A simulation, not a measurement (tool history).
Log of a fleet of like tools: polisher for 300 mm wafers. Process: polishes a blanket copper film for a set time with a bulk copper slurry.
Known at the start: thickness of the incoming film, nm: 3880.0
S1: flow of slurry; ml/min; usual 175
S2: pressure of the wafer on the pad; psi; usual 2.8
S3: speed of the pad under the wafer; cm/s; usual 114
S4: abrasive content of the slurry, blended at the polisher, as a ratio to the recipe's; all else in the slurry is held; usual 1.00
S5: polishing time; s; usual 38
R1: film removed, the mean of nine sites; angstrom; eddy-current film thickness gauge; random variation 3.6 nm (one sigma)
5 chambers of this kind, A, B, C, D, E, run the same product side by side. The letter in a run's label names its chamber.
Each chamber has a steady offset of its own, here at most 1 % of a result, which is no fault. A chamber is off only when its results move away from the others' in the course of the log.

run   hour   S1   S2   S3    S4  S5      R1
 1D    7.7  175  2.8  114  1.00  38  4793.0
      10.3  -- chamber A: slurry nozzle cleaned
 2E   15.5  175  2.8  114  1.00  38  4855.5
 3C   19.8  175  2.8  114  1.00  38  4832.1
      21.9  -- chamber C: worn pad replaced by a new one
      24.4  -- chamber A: worn pad replaced by a new one
 4B   27.0  175  2.8  114  1.00  38  4719.0
 5A   33.7  175  2.8  114  1.00  38  4713.3
 6A   37.7  175  2.8  114  1.00  38  4793.7
 7D   42.7  175  2.8  114  1.00  38  4820.8
 8E   46.6  175  2.8  114  1.00  38  4726.5
 9C   53.2  175  2.8  114  1.00  38  4820.8
      54.5  -- chamber E: worn pad replaced by a new one
10B   58.1  175  2.8  114  1.00  38  4751.4
11A   62.3  175  2.8  114  1.00  38  4752.3
12D   66.0  175  2.8  114  1.00  38  4772.1
13E   71.7  175  2.8  114  1.00  38  4768.1
14B   76.1  175  3.7  114  1.10  38  6371.6
      80.0  -- chamber E: head pressure recalibrated
15C   82.0  175  3.7  114  1.10  38  6487.5
16E   86.2  175  3.7  114  1.10  38  6051.7
      88.5  -- chamber E: slurry blender recalibrated
17C   92.5  175  3.7  114  1.10  38  6542.2
      93.4  -- chamber B: worn pad replaced by a new one
      97.1  -- chamber D: worn pad replaced by a new one
18A   97.8  175  3.7  114  1.10  38  6402.3
19D  103.8  175  2.8  114  1.00  38  4766.6
20B  107.3  175  2.8  114  1.00  38  4764.4
21E  112.4  175  2.8  114  1.00  38  4505.0
     115.8  -- chamber A: worn pad replaced by a new one
22D  117.1  175  2.8  114  0.75  38  4473.5
     117.6  -- chamber D: slurry blender recalibrated
23B  121.6  175  2.8  114  0.75  38  4451.7
24A  128.2  175  2.8  114  0.75  38  4516.1
25C  132.0  175  2.8  114  0.75  38  4534.9
26E  138.9  175  2.8  114  0.75  38  4282.4
27C  143.6  175  2.8  114  1.00  38  4822.7
     144.5  -- chamber B: slurry blender recalibrated
28B  151.4  175  2.8  114  1.00  38  4725.0
29D  155.0  175  2.8  114  1.00  32  4008.1
30A  159.0  175  2.8  114  1.00  32  4019.8
31E  164.4  175  2.8  114  1.00  32  3794.9

What goes on in this fleet: one chamber off, a drifting gauge, or nothing beyond the chambers' own small offsets? Name the chamber and the cause, if any.

A service left chamber E off against the others.
Cause: head's pressure below its setpoint, % = 6.

Here are 4 candidates for chamber E's next run, each the usual settings with a change, their results left as question marks. Which one brings its results back in line with what the others give on the usual settings?
In line means no further than this from the other chambers' mean on the usual settings: R1 130.0 angstrom
32E-1  170.3  175  2.8  130  1.00  38   ?
32E-2  170.3  175  2.7  108  1.00  36   ?
32E-3  170.3  175  2.8  110  1.00  37   ?
32E-4  170.3  175  2.8  118  1.00  39   ?

The other chambers' mean on the usual settings: R1 4790.0 angstrom
  run      R1
32E-1  5142.1
32E-2  3892.6
32E-3  4226.4
32E-4  4783.9
32E-4 brings the chamber back in line.

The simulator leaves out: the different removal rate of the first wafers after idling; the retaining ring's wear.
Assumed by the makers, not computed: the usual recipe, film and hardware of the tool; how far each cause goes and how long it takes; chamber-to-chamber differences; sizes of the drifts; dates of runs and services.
